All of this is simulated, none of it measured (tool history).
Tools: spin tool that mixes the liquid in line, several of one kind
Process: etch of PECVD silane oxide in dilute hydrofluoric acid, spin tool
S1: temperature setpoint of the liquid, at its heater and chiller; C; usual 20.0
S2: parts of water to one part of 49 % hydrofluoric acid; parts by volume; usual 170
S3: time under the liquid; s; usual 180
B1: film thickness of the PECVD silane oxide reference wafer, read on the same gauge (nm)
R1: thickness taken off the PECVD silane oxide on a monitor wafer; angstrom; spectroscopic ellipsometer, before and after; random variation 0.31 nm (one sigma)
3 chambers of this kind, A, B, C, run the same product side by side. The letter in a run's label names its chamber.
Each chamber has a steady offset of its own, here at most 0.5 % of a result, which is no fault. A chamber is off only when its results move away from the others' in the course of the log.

Run 1A, hour 10.3: usual settings; B1 79.956. Result: R1 321.68 angstrom.
Run 2C, hour 19.7: usual settings; B1 79.998. Result: R1 328.17 angstrom.
Run 3B, hour 30.9: usual settings; B1 79.953. Result: R1 325.37 angstrom.
Run 4A, hour 38.7: usual settings; B1 79.990. Result: R1 323.13 angstrom.
Run 5B, hour 49.9: usual settings; B1 80.019. Result: R1 327.99 angstrom.
At hour 56.3: chamber B: hydrofluoric acid flow meter replaced.
Run 6C, hour 58.0: usual settings; B1 79.970. Result: R1 329.30 angstrom.
Run 7B, hour 71.0: usual settings; B1 80.016. Result: R1 324.18 angstrom.
Run 8C, hour 83.7: usual settings but S1 18.5 C, S2 235 parts by volume; B1 79.991. Result: R1 209.89 angstrom.
Run 9A, hour 93.9: usual settings but S1 18.5 C, S2 235 parts by volume; B1 79.983. Result: R1 204.86 angstrom.
Run 10C, hour 107.7: usual settings but S1 18.5 C, S2 235 parts by volume; B1 80.045. Result: R1 212.80 angstrom.
Run 11A, hour 114.9: usual settings; B1 79.987. Result: R1 323.48 angstrom.
Run 12B, hour 129.0: usual settings; B1 80.018. Result: R1 327.01 angstrom.
Run 13C, hour 138.3: usual settings; B1 79.987. Result: R1 331.95 angstrom.
Run 14A, hour 146.3: usual settings; B1 79.997. Result: R1 329.53 angstrom.
Run 15B, hour 161.6: usual settings but S1 17.0 C, S3 90 s; B1 80.004. Result: R1 147.10 angstrom.
Run 16B, hour 175.6: usual settings but S1 17.0 C, S3 90 s; B1 80.020. Result: R1 144.15 angstrom.
Run 17A, hour 190.2: usual settings but S1 17.0 C, S3 90 s; B1 79.979. Result: R1 142.76 angstrom.
Run 18C, hour 201.0: usual settings; B1 80.021. Result: R1 343.42 angstrom.
Run 19C, hour 207.7: usual settings; B1 80.003. Result: R1 347.05 angstrom.
Run 20B, hour 220.7: usual settings; B1 79.986. Result: R1 319.70 angstrom.
Run 21A, hour 230.1: usual settings but S2 255 parts by volume, S3 220 s; B1 80.020. Result: R1 244.81 angstrom.
Run 22A, hour 238.7: usual settings but S2 255 parts by volume, S3 220 s; B1 79.999. Result: R1 238.06 angstrom.
Run 23C, hour 246.5: usual settings but S2 255 parts by volume, S3 220 s; B1 79.995. Result: R1 257.52 angstrom.
Run 24B, hour 258.1: usual settings; B1 79.920. Result: R1 327.51 angstrom.
Run 25B, hour 269.0: usual settings; B1 79.995. Result: R1 327.02 angstrom.
Run 26A, hour 277.5: usual settings; B1 80.078. Result: R1 318.42 angstrom.
Run 27C, hour 285.5: usual settings; B1 79.979. Result: R1 344.30 angstrom.
Run 28B, hour 295.7: usual settings; B1 79.965. Result: R1 323.14 angstrom.
Run 29C, hour 306.3: usual settings; B1 80.015. Result: R1 342.26 angstrom.
At hour 307.3: chamber A: thermometer replaced.
Run 30A, hour 314.2: usual settings; B1 79.981. Result: R1 326.83 angstrom.
Run 31A, hour 324.2: usual settings; B1 80.020. Result: R1 327.94 angstrom.
Run 32B, hour 338.6: usual settings but S2 200 parts by volume, S3 220 s; B1 80.036. Result: R1 328.09 angstrom.
Run 33C, hour 349.0: usual settings but S2 200 parts by volume, S3 220 s; B1 79.985. Result: R1 352.56 angstrom.
Run 34B, hour 360.1: usual settings but S2 200 parts by volume, S3 220 s; B1 80.046. Result: R1 331.84 angstrom.
Run 35A, hour 368.5: usual settings; B1 80.011. Result: R1 321.79 angstrom.
Run 36C, hour 383.4: usual settings; B1 79.988. Result: R1 351.78 angstrom.
Run 37A, hour 394.9: usual settings but S3 275 s; B1 80.019. Result: R1 494.81 angstrom.
Run 38B, hour 407.3: usual settings but S3 275 s; B1 80.010. Result: R1 503.44 angstrom.
Run 39C, hour 416.4: usual settings but S3 275 s; B1 80.014. Result: R1 548.86 angstrom.
Run 40A, hour 430.6: usual settings; B1 79.981. Result: R1 320.80 angstrom.
Run 41C, hour 445.1: usual settings; B1 80.042. Result: R1 359.24 angstrom.

What goes on in this fleet: one chamber off, a drifting gauge, or nothing beyond the chambers' own small offsets? Name the chamber and the cause, if any.

Chamber C drifts away from the others.
Cause: liquid hotter than its thermometer reads (K) = 2.47.
The log may not tell that from: hydrofluoric acid flow above the setpoint (%).

Here are 4 candidates for chamber C's next run, each the usual settings with a change, their results left as question marks. Which one brings its results back in line with what the others give on the usual settings?
In line means no further than this from the other chambers' mean on the usual settings: R1 11.00 angstrom
Run 42C-1, hour 456.1: usual settings but S1 20.5 C, S2 150 parts by volume. Result: R1 ?.
Run 42C-2, hour 456.1: usual settings but S2 180 parts by volume, S3 165 s. Result: R1 ?.
Run 42C-3, hour 456.1: usual settings but S3 165 s. Result: R1 ?.
Run 42C-4, hour 456.1: usual settings but S2 165 parts by volume, S3 190 s. Result: R1 ?.

The other chambers' mean on the usual settings: R1 325.27 angstrom
  run      R1
42C-1  424.59
42C-2  308.26
42C-3  329.83
42C-4  393.41
42C-3 brings the chamber back in line.
